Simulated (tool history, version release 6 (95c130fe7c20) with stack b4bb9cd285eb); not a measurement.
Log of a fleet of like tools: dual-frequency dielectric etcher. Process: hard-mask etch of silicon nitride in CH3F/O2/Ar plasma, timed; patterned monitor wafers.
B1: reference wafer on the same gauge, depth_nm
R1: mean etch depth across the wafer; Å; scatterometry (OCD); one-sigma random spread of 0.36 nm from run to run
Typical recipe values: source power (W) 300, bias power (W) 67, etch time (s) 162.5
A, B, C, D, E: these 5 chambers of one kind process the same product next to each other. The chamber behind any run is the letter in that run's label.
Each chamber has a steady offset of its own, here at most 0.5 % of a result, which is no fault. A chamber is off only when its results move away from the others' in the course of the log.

{"hour": 4.4, "done": "chamber A: wet clean of the chamber"}
{"run": "1A", "hour": 4.6, "source power (W)": 300, "bias power (W)": 67, "etch time (s)": 162.5, "B1": 95.834, "R1": 994.26}
{"run": "2C", "hour": 11.1, "source power (W)": 300, "bias power (W)": 67, "etch time (s)": 162.5, "B1": 95.868, "R1": 996.65}
{"run": "3E", "hour": 16.4, "source power (W)": 300, "bias power (W)": 67, "etch time (s)": 162.5, "B1": 95.847, "R1": 986.11}
{"run": "4D", "hour": 21.5, "source power (W)": 300, "bias power (W)": 67, "etch time (s)": 162.5, "B1": 95.973, "R1": 987.47}
{"run": "5B", "hour": 27.7, "source power (W)": 300, "bias power (W)": 67, "etch time (s)": 162.5, "B1": 95.904, "R1": 988.25}
{"run": "6E", "hour": 31.6, "source power (W)": 300, "bias power (W)": 67, "etch time (s)": 162.5, "B1": 95.853, "R1": 998.71}
{"run": "7A", "hour": 38.1, "source power (W)": 300, "bias power (W)": 67, "etch time (s)": 162.5, "B1": 95.88, "R1": 1003}
{"run": "8D", "hour": 46.1, "source power (W)": 300, "bias power (W)": 67, "etch time (s)": 162.5, "B1": 95.899, "R1": 991.4}
{"run": "9C", "hour": 51.3, "source power (W)": 300, "bias power (W)": 67, "etch time (s)": 162.5, "B1": 95.851, "R1": 999}
{"run": "10B", "hour": 55.3, "source power (W)": 300, "bias power (W)": 67, "etch time (s)": 162.5, "B1": 95.992, "R1": 990.19}
{"run": "11E", "hour": 60.1, "source power (W)": 300, "bias power (W)": 67, "etch time (s)": 162.5, "B1": 95.964, "R1": 992.4}
{"run": "12B", "hour": 65.5, "source power (W)": 300, "bias power (W)": 67, "etch time (s)": 162.5, "B1": 95.856, "R1": 991.98}
{"hour": 68.5, "done": "chamber B: wet clean of the chamber"}
{"run": "13C", "hour": 71.0, "source power (W)": 300, "bias power (W)": 67, "etch time (s)": 162.5, "B1": 95.921, "R1": 1001.2}
{"run": "14D", "hour": 75.5, "source power (W)": 300, "bias power (W)": 67, "etch time (s)": 162.5, "B1": 95.91, "R1": 987.5}
{"run": "15A", "hour": 80.4, "source power (W)": 300, "bias power (W)": 79, "etch time (s)": 162.5, "B1": 95.871, "R1": 1064.2}
{"run": "16B", "hour": 87.7, "source power (W)": 300, "bias power (W)": 79, "etch time (s)": 162.5, "B1": 95.875, "R1": 1049.9}
{"run": "17E", "hour": 91.6, "source power (W)": 300, "bias power (W)": 79, "etch time (s)": 162.5, "B1": 95.914, "R1": 1050.7}
{"run": "18D", "hour": 96.2, "source power (W)": 300, "bias power (W)": 79, "etch time (s)": 162.5, "B1": 95.939, "R1": 1051.9}
{"run": "19C", "hour": 99.7, "source power (W)": 300, "bias power (W)": 79, "etch time (s)": 162.5, "B1": 95.991, "R1": 1053}
{"run": "20A", "hour": 107.3, "source power (W)": 300, "bias power (W)": 67, "etch time (s)": 162.5, "B1": 96.022, "R1": 1001.4}
{"run": "21E", "hour": 111.7, "source power (W)": 300, "bias power (W)": 67, "etch time (s)": 162.5, "B1": 95.9, "R1": 993.58}
{"run": "22B", "hour": 117.6, "source power (W)": 300, "bias power (W)": 67, "etch time (s)": 162.5, "B1": 95.945, "R1": 988.62}
{"run": "23D", "hour": 121.5, "source power (W)": 300, "bias power (W)": 67, "etch time (s)": 162.5, "B1": 95.865, "R1": 995.8}
{"run": "24C", "hour": 125.9, "source power (W)": 300, "bias power (W)": 67, "etch time (s)": 162.5, "B1": 95.943, "R1": 996.36}
{"run": "25A", "hour": 132.6, "source power (W)": 300, "bias power (W)": 67, "etch time (s)": 162.5, "B1": 95.926, "R1": 1005}
{"run": "26E", "hour": 140.0, "source power (W)": 300, "bias power (W)": 67, "etch time (s)": 162.5, "B1": 96.036, "R1": 987.9}
{"run": "27D", "hour": 144.1, "source power (W)": 300, "bias power (W)": 67, "etch time (s)": 162.5, "B1": 95.86, "R1": 994.72}
{"run": "28B", "hour": 150.5, "source power (W)": 300, "bias power (W)": 67, "etch time (s)": 162.5, "B1": 95.783, "R1": 990.17}
{"run": "29A", "hour": 155.1, "source power (W)": 300, "bias power (W)": 67, "etch time (s)": 162.5, "B1": 95.96, "R1": 1001.1}
{"run": "30C", "hour": 161.2, "source power (W)": 300, "bias power (W)": 67, "etch time (s)": 162.5, "B1": 95.879, "R1": 996.32}
{"run": "31A", "hour": 165.5, "source power (W)": 300, "bias power (W)": 67, "etch time (s)": 162.5, "B1": 95.946, "R1": 1001.9}
{"run": "32E", "hour": 171.0, "source power (W)": 300, "bias power (W)": 67, "etch time (s)": 162.5, "B1": 95.923, "R1": 997.58}
{"run": "33B", "hour": 175.4, "source power (W)": 300, "bias power (W)": 67, "etch time (s)": 162.5, "B1": 95.888, "R1": 989.64}
{"run": "34D", "hour": 183.5, "source power (W)": 300, "bias power (W)": 67, "etch time (s)": 162.5, "B1": 95.815, "R1": 995.34}
{"run": "35C", "hour": 191.5, "source power (W)": 300, "bias power (W)": 67, "etch time (s)": 162.5, "B1": 95.983, "R1": 1002.5}
{"run": "36E", "hour": 197.9, "source power (W)": 300, "bias power (W)": 67, "etch time (s)": 162.5, "B1": 95.894, "R1": 990.71}
{"run": "37B", "hour": 205.4, "source power (W)": 300, "bias power (W)": 67, "etch time (s)": 162.5, "B1": 95.863, "R1": 995.45}
{"run": "38D", "hour": 209.1, "source power (W)": 300, "bias power (W)": 67, "etch time (s)": 162.5, "B1": 95.891, "R1": 987.91}
{"run": "39C", "hour": 216.8, "source power (W)": 300, "bias power (W)": 67, "etch time (s)": 162.5, "B1": 95.834, "R1": 996.46}
{"run": "40A", "hour": 224.6, "source power (W)": 300, "bias power (W)": 67, "etch time (s)": 162.5, "B1": 95.899, "R1": 1001.8}

Has any chamber moved away from the others, gradually or after a service, or does the common gauge drift, or do the chambers differ only by their own small steady offsets? State the chamber and the most likely cause if one applies.

Nothing is wrong: each chamber keeps only its own small, steady offset and the gauge holds still.
